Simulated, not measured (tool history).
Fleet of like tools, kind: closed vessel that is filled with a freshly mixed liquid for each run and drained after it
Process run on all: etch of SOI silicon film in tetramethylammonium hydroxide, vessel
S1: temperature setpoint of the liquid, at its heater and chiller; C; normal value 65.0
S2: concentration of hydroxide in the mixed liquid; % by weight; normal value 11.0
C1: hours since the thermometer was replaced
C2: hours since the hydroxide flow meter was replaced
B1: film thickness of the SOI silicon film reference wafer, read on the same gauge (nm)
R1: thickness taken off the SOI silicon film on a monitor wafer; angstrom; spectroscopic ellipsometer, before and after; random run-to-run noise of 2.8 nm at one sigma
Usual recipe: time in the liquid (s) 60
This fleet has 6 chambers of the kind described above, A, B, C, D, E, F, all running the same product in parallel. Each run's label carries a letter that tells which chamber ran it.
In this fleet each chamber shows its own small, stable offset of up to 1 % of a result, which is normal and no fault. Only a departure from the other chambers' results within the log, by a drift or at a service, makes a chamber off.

{"run": "1C", "day": 0.292, "S1": 65.0, "S2": 11.0, "time in the liquid (s)": 60, "C1": 1985.3, "C2": 1324.8, "B1": 29.969, "R1": 3190.9}
{"run": "2B", "day": 0.696, "S1": 65.0, "S2": 11.0, "time in the liquid (s)": 60, "C1": 447.7, "C2": 274.8, "B1": 30.004, "R1": 3214.8}
{"run": "3F", "day": 1.221, "S1": 65.0, "S2": 11.0, "time in the liquid (s)": 60, "C1": 1597.9, "C2": 139.6, "B1": 30.0, "R1": 3161.4}
{"run": "4A", "day": 1.75, "S1": 65.0, "S2": 11.0, "time in the liquid (s)": 60, "C1": 1975.5, "C2": 93.7, "B1": 29.983, "R1": 3243.9}
{"run": "5E", "day": 2.0, "S1": 65.0, "S2": 8.5, "time in the liquid (s)": 75, "C1": 1014.7, "C2": 206.0, "B1": 30.002, "R1": 4398.0}
{"run": "6D", "day": 2.367, "S1": 65.0, "S2": 8.5, "time in the liquid (s)": 75, "C1": 578.1, "C2": 480.4, "B1": 30.021, "R1": 4287.3}
{"run": "7F", "day": 2.875, "S1": 65.0, "S2": 8.5, "time in the liquid (s)": 75, "C1": 1637.6, "C2": 179.3, "B1": 29.968, "R1": 4400.8}
{"run": "8C", "day": 3.3, "S1": 65.0, "S2": 8.5, "time in the liquid (s)": 75, "C1": 2057.5, "C2": 1397.0, "B1": 29.942, "R1": 4322.6}
{"run": "9E", "day": 3.638, "S1": 65.0, "S2": 8.5, "time in the liquid (s)": 75, "C1": 1054.0, "C2": 245.3, "B1": 29.998, "R1": 4354.8}
{"run": "10B", "day": 3.896, "S1": 65.0, "S2": 8.5, "time in the liquid (s)": 75, "C1": 524.5, "C2": 351.6, "B1": 30.03, "R1": 4405.3}
{"run": "11A", "day": 4.154, "S1": 65.0, "S2": 11.0, "time in the liquid (s)": 60, "C1": 2033.2, "C2": 151.4, "B1": 30.023, "R1": 3211.4}
{"run": "12D", "day": 4.462, "S1": 65.0, "S2": 11.0, "time in the liquid (s)": 60, "C1": 628.4, "C2": 530.7, "B1": 30.003, "R1": 3105.2}
{"run": "13E", "day": 4.771, "S1": 65.0, "S2": 11.0, "time in the liquid (s)": 60, "C1": 1081.2, "C2": 272.5, "B1": 30.046, "R1": 3187.0}
{"run": "14F", "day": 5.192, "S1": 65.0, "S2": 11.0, "time in the liquid (s)": 60, "C1": 1693.2, "C2": 234.9, "B1": 30.003, "R1": 3183.0}
{"run": "15A", "day": 5.646, "S1": 65.0, "S2": 11.0, "time in the liquid (s)": 60, "C1": 2069.0, "C2": 187.2, "B1": 29.974, "R1": 3160.0}
{"run": "16B", "day": 6.017, "S1": 65.0, "S2": 11.0, "time in the liquid (s)": 60, "C1": 575.4, "C2": 402.5, "B1": 30.006, "R1": 3182.3}
{"run": "17C", "day": 6.517, "S1": 60.5, "S2": 8.0, "time in the liquid (s)": 60, "C1": 2134.7, "C2": 1474.2, "B1": 29.994, "R1": 2676.1}
{"run": "18D", "day": 6.979, "S1": 60.5, "S2": 8.0, "time in the liquid (s)": 60, "C1": 688.8, "C2": 591.1, "B1": 30.005, "R1": 2658.8}
{"run": "19C", "day": 7.258, "S1": 60.5, "S2": 8.0, "time in the liquid (s)": 60, "C1": 2152.5, "C2": 1492.0, "B1": 29.989, "R1": 2646.0}
{"run": "20A", "day": 7.679, "S1": 60.5, "S2": 8.0, "time in the liquid (s)": 60, "C1": 2117.8, "C2": 236.0, "B1": 30.028, "R1": 2678.4}
{"run": "21F", "day": 8.067, "S1": 60.5, "S2": 8.0, "time in the liquid (s)": 60, "C1": 1762.2, "C2": 303.9, "B1": 29.987, "R1": 2712.0}
{"run": "22D", "day": 8.396, "S1": 60.5, "S2": 8.0, "time in the liquid (s)": 60, "C1": 722.8, "C2": 625.1, "B1": 29.992, "R1": 2662.5}
{"run": "23B", "day": 8.917, "S1": 65.0, "S2": 11.0, "time in the liquid (s)": 60, "C1": 645.0, "C2": 472.1, "B1": 30.001, "R1": 3145.0}
{"run": "24E", "day": 9.283, "S1": 65.0, "S2": 11.0, "time in the liquid (s)": 60, "C1": 1189.5, "C2": 380.8, "B1": 29.983, "R1": 3168.5}
{"run": "25F", "day": 9.562, "S1": 65.0, "S2": 11.0, "time in the liquid (s)": 60, "C1": 1798.1, "C2": 339.8, "B1": 30.012, "R1": 3181.2}
{"run": "26C", "day": 9.85, "S1": 65.0, "S2": 11.0, "time in the liquid (s)": 60, "C1": 2214.7, "C2": 1554.2, "B1": 29.995, "R1": 3195.4}
{"run": "27D", "day": 10.2, "S1": 72.0, "S2": 8.0, "time in the liquid (s)": 60, "C1": 766.1, "C2": 668.4, "B1": 30.044, "R1": 5327.4}
{"run": "28E", "day": 10.725, "S1": 72.0, "S2": 8.0, "time in the liquid (s)": 60, "C1": 1224.1, "C2": 415.4, "B1": 30.028, "R1": 5432.6}
{"run": "29A", "day": 11.254, "S1": 72.0, "S2": 8.0, "time in the liquid (s)": 60, "C1": 2203.6, "C2": 321.8, "B1": 30.024, "R1": 5279.2}
{"run": "30B", "day": 11.646, "S1": 72.0, "S2": 8.0, "time in the liquid (s)": 60, "C1": 710.5, "C2": 537.6, "B1": 29.997, "R1": 5356.4}
{"run": "31E", "day": 11.912, "S1": 72.0, "S2": 8.0, "time in the liquid (s)": 60, "C1": 1252.6, "C2": 443.9, "B1": 30.027, "R1": 5384.8}
{"run": "32F", "day": 12.412, "S1": 72.0, "S2": 8.0, "time in the liquid (s)": 60, "C1": 1866.5, "C2": 408.2, "B1": 30.015, "R1": 5319.2}
{"run": "33A", "day": 12.775, "S1": 65.0, "S2": 11.0, "time in the liquid (s)": 60, "C1": 2240.1, "C2": 358.3, "B1": 30.021, "R1": 3020.9}
{"run": "34C", "day": 13.146, "S1": 65.0, "S2": 11.0, "time in the liquid (s)": 60, "C1": 2293.8, "C2": 1633.3, "B1": 30.006, "R1": 3183.5}
{"day": 13.579, "done": "chamber B: hydroxide flow meter replaced"}
{"run": "35B", "day": 13.604, "S1": 65.0, "S2": 11.0, "time in the liquid (s)": 60, "C1": 757.5, "C2": 0.7, "B1": 29.986, "R1": 3214.7}
{"run": "36D", "day": 14.138, "S1": 65.0, "S2": 11.0, "time in the liquid (s)": 60, "C1": 860.6, "C2": 762.9, "B1": 30.01, "R1": 3169.2}
{"run": "37D", "day": 14.592, "S1": 59.0, "S2": 11.0, "time in the liquid (s)": 90, "C1": 871.5, "C2": 773.8, "B1": 30.003, "R1": 3299.5}
{"run": "38F", "day": 15.067, "S1": 59.0, "S2": 11.0, "time in the liquid (s)": 90, "C1": 1930.2, "C2": 471.9, "B1": 30.001, "R1": 3376.5}
{"run": "39C", "day": 15.542, "S1": 59.0, "S2": 11.0, "time in the liquid (s)": 90, "C1": 2351.3, "C2": 1690.8, "B1": 29.991, "R1": 3269.1}
{"run": "40E", "day": 15.8, "S1": 59.0, "S2": 11.0, "time in the liquid (s)": 90, "C1": 1345.9, "C2": 537.2, "B1": 29.993, "R1": 3354.1}
{"run": "41A", "day": 16.075, "S1": 59.0, "S2": 11.0, "time in the liquid (s)": 90, "C1": 2319.3, "C2": 437.5, "B1": 30.036, "R1": 3014.0}

All chambers now run identical settings, listed one chamber a line with results as question marks. What results will each chamber show?
{"run": "42A", "day": 16.488, "S1": 65.0, "S2": 11.0, "time in the liquid (s)": 30, "R1": "?"}
{"run": "42B", "day": 16.488, "S1": 65.0, "S2": 11.0, "time in the liquid (s)": 30, "R1": "?"}
{"run": "42C", "day": 16.488, "S1": 65.0, "S2": 11.0, "time in the liquid (s)": 30, "R1": "?"}
{"run": "42D", "day": 16.488, "S1": 65.0, "S2": 11.0, "time in the liquid (s)": 30, "R1": "?"}
{"run": "42E", "day": 16.488, "S1": 65.0, "S2": 11.0, "time in the liquid (s)": 30, "R1": "?"}
{"run": "42F", "day": 16.488, "S1": 65.0, "S2": 11.0, "time in the liquid (s)": 30, "R1": "?"}

run=42A R1=1482.9
run=42B R1=1595.6
run=42C R1=1579.4
run=42D R1=1577.8
run=42E R1=1601.5
run=42F R1=1571.4
